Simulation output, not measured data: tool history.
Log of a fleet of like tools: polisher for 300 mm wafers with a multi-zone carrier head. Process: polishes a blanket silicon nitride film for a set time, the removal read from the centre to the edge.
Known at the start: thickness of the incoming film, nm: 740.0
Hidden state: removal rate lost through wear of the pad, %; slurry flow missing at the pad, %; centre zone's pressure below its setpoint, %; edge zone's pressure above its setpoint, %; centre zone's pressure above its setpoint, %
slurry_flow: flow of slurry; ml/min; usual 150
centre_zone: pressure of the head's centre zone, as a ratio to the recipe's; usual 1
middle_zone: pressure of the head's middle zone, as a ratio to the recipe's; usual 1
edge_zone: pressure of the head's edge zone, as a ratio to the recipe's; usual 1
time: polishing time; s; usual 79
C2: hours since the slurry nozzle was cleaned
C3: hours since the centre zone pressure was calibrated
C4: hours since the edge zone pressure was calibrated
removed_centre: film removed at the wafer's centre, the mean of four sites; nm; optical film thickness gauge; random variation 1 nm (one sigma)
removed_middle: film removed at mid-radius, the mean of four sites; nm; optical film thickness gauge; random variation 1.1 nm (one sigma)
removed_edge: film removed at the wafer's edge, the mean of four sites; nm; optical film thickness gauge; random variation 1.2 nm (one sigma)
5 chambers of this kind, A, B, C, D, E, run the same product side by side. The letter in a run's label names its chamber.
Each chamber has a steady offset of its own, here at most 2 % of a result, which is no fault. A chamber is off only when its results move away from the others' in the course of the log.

run 1C hour=4.7 | slurry_flow=150 centre_zone=1 middle_zone=1 edge_zone=1 time=79 | wafers_polished_on_this_pad=451 C2=495.6 C3=228 C4=134.7 | removed_centre=110.1 removed_middle=109.6 removed_edge=110.26
run 2D hour=10.7 | slurry_flow=150 centre_zone=1 middle_zone=1 edge_zone=1 time=79 | wafers_polished_on_this_pad=162 C2=196.1 C3=518 C4=214.8 | removed_centre=109.06 removed_middle=112.9 removed_edge=108.64
run 3E hour=17.9 | slurry_flow=150 centre_zone=1 middle_zone=1 edge_zone=1 time=79 | wafers_polished_on_this_pad=239 C2=20.5 C3=157 C4=1064.3 | removed_centre=108.19 removed_middle=110.47 removed_edge=112.78
run 4A hour=25.5 | slurry_flow=150 centre_zone=1 middle_zone=1 edge_zone=1 time=79 | wafers_polished_on_this_pad=284 C2=180.7 C3=1091.9 C4=372 | removed_centre=108.84 removed_middle=110.03 removed_edge=109.45
-- hour=26.2 chamber B: worn pad replaced by a new one
run 5B hour=30.1 | slurry_flow=150 centre_zone=1 middle_zone=1 edge_zone=1 time=79 | wafers_polished_on_this_pad=41 C2=227.4 C3=591.8 C4=1400.9 | removed_centre=108.17 removed_middle=110.58 removed_edge=109.2
run 6C hour=37.6 | slurry_flow=150 centre_zone=1 middle_zone=1 edge_zone=1 time=79 | wafers_polished_on_this_pad=795 C2=528.5 C3=260.9 C4=167.6 | removed_centre=110.82 removed_middle=108.52 removed_edge=110.03
run 7E hour=41.5 | slurry_flow=150 centre_zone=1 middle_zone=1 edge_zone=1 time=79 | wafers_polished_on_this_pad=486 C2=44.1 C3=180.6 C4=1087.9 | removed_centre=107.92 removed_middle=108.94 removed_edge=110.68
run 8B hour=46.1 | slurry_flow=150 centre_zone=1 middle_zone=1 edge_zone=1 time=79 | wafers_polished_on_this_pad=209 C2=243.4 C3=607.8 C4=1416.9 | removed_centre=108.33 removed_middle=109.68 removed_edge=112.97
run 9D hour=52.9 | slurry_flow=190 centre_zone=1 middle_zone=1 edge_zone=1 time=97 | wafers_polished_on_this_pad=603 C2=238.3 C3=560.2 C4=257 | removed_centre=143.71 removed_middle=143.14 removed_edge=138.15
run 10A hour=56.5 | slurry_flow=190 centre_zone=1 middle_zone=1 edge_zone=1 time=97 | wafers_polished_on_this_pad=608 C2=211.7 C3=1122.9 C4=403 | removed_centre=138.37 removed_middle=142.24 removed_edge=142.09
-- hour=59.1 chamber D: worn pad replaced by a new one
run 11B hour=63 | slurry_flow=190 centre_zone=1 middle_zone=1 edge_zone=1 time=97 | wafers_polished_on_this_pad=386 C2=260.3 C3=624.7 C4=1433.8 | removed_centre=140.58 removed_middle=138.51 removed_edge=138.17
run 12A hour=71.1 | slurry_flow=190 centre_zone=1 middle_zone=1 edge_zone=1 time=97 | wafers_polished_on_this_pad=761 C2=226.3 C3=1137.5 C4=417.6 | removed_centre=138.59 removed_middle=136.5 removed_edge=139.22
-- hour=73.6 chamber A: worn pad replaced by a new one
run 13D hour=76.3 | slurry_flow=190 centre_zone=1 middle_zone=1 edge_zone=1 time=97 | wafers_polished_on_this_pad=180 C2=261.7 C3=583.6 C4=280.4 | removed_centre=142.54 removed_middle=145.09 removed_edge=139.06
-- hour=79 chamber A: centre zone pressure recalibrated
run 14E hour=81.7 | slurry_flow=150 centre_zone=1 middle_zone=1 edge_zone=1 time=79 | wafers_polished_on_this_pad=907 C2=84.3 C3=220.8 C4=1128.1 | removed_centre=108.04 removed_middle=110.75 removed_edge=108.92
-- hour=82.2 chamber B: worn pad replaced by a new one
-- hour=85.2 chamber C: worn pad replaced by a new one
run 15C hour=86.2 | slurry_flow=150 centre_zone=1 middle_zone=1 edge_zone=1 time=79 | wafers_polished_on_this_pad=11 C2=577.1 C3=309.5 C4=216.2 | removed_centre=112.11 removed_middle=110.19 removed_edge=109.46
run 16E hour=90.7 | slurry_flow=150 centre_zone=1 middle_zone=1 edge_zone=0.96 time=100 | wafers_polished_on_this_pad=1001 C2=93.3 C3=229.8 C4=1137.1 | removed_centre=139.42 removed_middle=137.14 removed_edge=134.96
run 17B hour=98.7 | slurry_flow=150 centre_zone=1 middle_zone=1 edge_zone=0.96 time=100 | wafers_polished_on_this_pad=172 C2=296 C3=660.4 C4=1469.5 | removed_centre=140.25 removed_middle=140.56 removed_edge=135.3
-- hour=98.9 chamber B: edge zone pressure recalibrated
run 18C hour=104.5 | slurry_flow=150 centre_zone=1 middle_zone=1 edge_zone=0.96 time=100 | wafers_polished_on_this_pad=202 C2=595.4 C3=327.8 C4=234.5 | removed_centre=138.52 removed_middle=138.89 removed_edge=137.41
run 19A hour=111.1 | slurry_flow=150 centre_zone=1 middle_zone=1 edge_zone=0.96 time=100 | wafers_polished_on_this_pad=392 C2=266.3 C3=32.2 C4=457.6 | removed_centre=125.48 removed_middle=139.04 removed_edge=135.24
run 20D hour=115.2 | slurry_flow=150 centre_zone=1 middle_zone=1 edge_zone=0.96 time=100 | wafers_polished_on_this_pad=587 C2=300.6 C3=622.5 C4=319.3 | removed_centre=139.93 removed_middle=138.09 removed_edge=135.7
-- hour=118.8 chamber D: worn pad replaced by a new one
-- hour=121.1 chamber E: worn pad replaced by a new one
run 21C hour=122 | slurry_flow=150 centre_zone=1 middle_zone=0.94 edge_zone=1 time=79 | wafers_polished_on_this_pad=386 C2=612.9 C3=345.3 C4=252 | removed_centre=111.22 removed_middle=102.83 removed_edge=108.71
run 22D hour=125.7 | slurry_flow=150 centre_zone=1 middle_zone=0.94 edge_zone=1 time=79 | wafers_polished_on_this_pad=73 C2=311.1 C3=633 C4=329.8 | removed_centre=109.89 removed_middle=104.96 removed_edge=111.96
run 23A hour=132.5 | slurry_flow=150 centre_zone=1 middle_zone=0.94 edge_zone=1 time=79 | wafers_polished_on_this_pad=616 C2=287.7 C3=53.6 C4=479 | removed_centre=100.26 removed_middle=103.67 removed_edge=109.2
-- hour=139 chamber A: worn pad replaced by a new one
run 24E hour=139.6 | slurry_flow=150 centre_zone=1 middle_zone=0.94 edge_zone=1 time=79 | wafers_polished_on_this_pad=193 C2=142.2 C3=278.7 C4=1186 | removed_centre=108.76 removed_middle=103.92 removed_edge=109.82
-- hour=143.7 chamber B: worn pad replaced by a new one
run 25B hour=146.3 | slurry_flow=150 centre_zone=1 middle_zone=0.94 edge_zone=1 time=79 | wafers_polished_on_this_pad=28 C2=343.6 C3=708 C4=47.4 | removed_centre=109 removed_middle=105.89 removed_edge=110.62
run 26B hour=150.1 | slurry_flow=150 centre_zone=1 middle_zone=1 edge_zone=1 time=79 | wafers_polished_on_this_pad=67 C2=347.4 C3=711.8 C4=51.2 | removed_centre=109.73 removed_middle=111.39 removed_edge=108.35
run 27E hour=157.2 | slurry_flow=150 centre_zone=1 middle_zone=1 edge_zone=1 time=79 | wafers_polished_on_this_pad=377 C2=159.8 C3=296.3 C4=1203.6 | removed_centre=109.77 removed_middle=108.22 removed_edge=111.67
-- hour=161.3 chamber D: centre zone pressure recalibrated
run 28A hour=162.8 | slurry_flow=115 centre_zone=1 middle_zone=1 edge_zone=0.95 time=79 | wafers_polished_on_this_pad=249 C2=318 C3=83.9 C4=509.3 | removed_centre=92.978 removed_middle=104.24 removed_edge=102.33
run 29C hour=168.5 | slurry_flow=115 centre_zone=1 middle_zone=1 edge_zone=0.95 time=79 | wafers_polished_on_this_pad=872 C2=659.4 C3=391.8 C4=298.5 | removed_centre=105.23 removed_middle=101.07 removed_edge=104.2
-- hour=170.9 chamber A: slurry nozzle cleaned
run 30D hour=174.2 | slurry_flow=115 centre_zone=1 middle_zone=1 edge_zone=0.95 time=79 | wafers_polished_on_this_pad=580 C2=359.6 C3=13 C4=378.3 | removed_centre=104.29 removed_middle=105.13 removed_edge=101.96
-- hour=176.4 chamber D: worn pad replaced by a new one
run 31A hour=178 | slurry_flow=115 centre_zone=1 middle_zone=1 edge_zone=0.95 time=79 | wafers_polished_on_this_pad=408 C2=7.1 C3=99.1 C4=524.5 | removed_centre=95.373 removed_middle=105.55 removed_edge=103.52
run 32C hour=185.5 | slurry_flow=115 centre_zone=1 middle_zone=1 edge_zone=0.95 time=79 | wafers_polished_on_this_pad=1050 C2=676.4 C3=408.8 C4=315.5 | removed_centre=103.43 removed_middle=101.29 removed_edge=101.72
run 33D hour=192.6 | slurry_flow=150 centre_zone=1 middle_zone=1 edge_zone=1 time=79 | wafers_polished_on_this_pad=170 C2=378 C3=31.4 C4=396.7 | removed_centre=111.44 removed_middle=112.19 removed_edge=109.75
run 34E hour=197.4 | slurry_flow=150 centre_zone=1 middle_zone=1 edge_zone=1 time=79 | wafers_polished_on_this_pad=798 C2=200 C3=336.5 C4=1243.8 | removed_centre=107.74 removed_middle=109.59 removed_edge=111.33
-- hour=202.1 chamber B: worn pad replaced by a new one
run 35B hour=202.3 | slurry_flow=150 centre_zone=1 middle_zone=1 edge_zone=1 time=79 | wafers_polished_on_this_pad=3 C2=399.6 C3=764 C4=103.4 | removed_centre=110.14 removed_middle=111.17 removed_edge=110.8

Is one chamber off against the others, does the gauge drift, or is nothing wrong? If a chamber is off, say which, and what the likeliest cause is.

A service left chamber A off against the others.
Cause: centre zone's pressure below its setpoint, % = 8.34.

Here are 4 candidates for chamber A's next run, each the usual settings with a change, their results left as question marks. Which one brings its results back in line with what the others give on the usual settings?
In line means no further than this from the other chambers' mean on the usual settings: removed_centre 3.6 nm; removed_middle 4 nm; removed_edge 4.3 nm
run 36A-1 hour=208.2 | slurry_flow=150 centre_zone=0.97 middle_zone=1.01 edge_zone=1.01 time=79 | removed_centre=? removed_middle=? removed_edge=?
run 36A-2 hour=208.2 | slurry_flow=150 centre_zone=1.03 middle_zone=0.99 edge_zone=0.99 time=79 | removed_centre=? removed_middle=? removed_edge=?
run 36A-3 hour=208.2 | slurry_flow=155 centre_zone=1.08 middle_zone=0.98 edge_zone=0.97 time=80 | removed_centre=? removed_middle=? removed_edge=?
run 36A-4 hour=208.2 | slurry_flow=145 centre_zone=0.92 middle_zone=1.02 edge_zone=1.03 time=78 | removed_centre=? removed_middle=? removed_edge=?

The other chambers' mean on the usual settings: removed_centre 110.07 nm; removed_middle 109.78 nm; removed_edge 110.04 nm
run=36A-1 removed_centre=95.802 removed_middle=111.57 removed_edge=110.01
run=36A-2 removed_centre=102.31 removed_middle=109.49 removed_edge=108.89
run=36A-3 removed_centre=109.86 removed_middle=110.5 removed_edge=109.6
run=36A-4 removed_centre=88.571 removed_middle=110.46 removed_edge=109.21
36A-3 brings the chamber back in line.
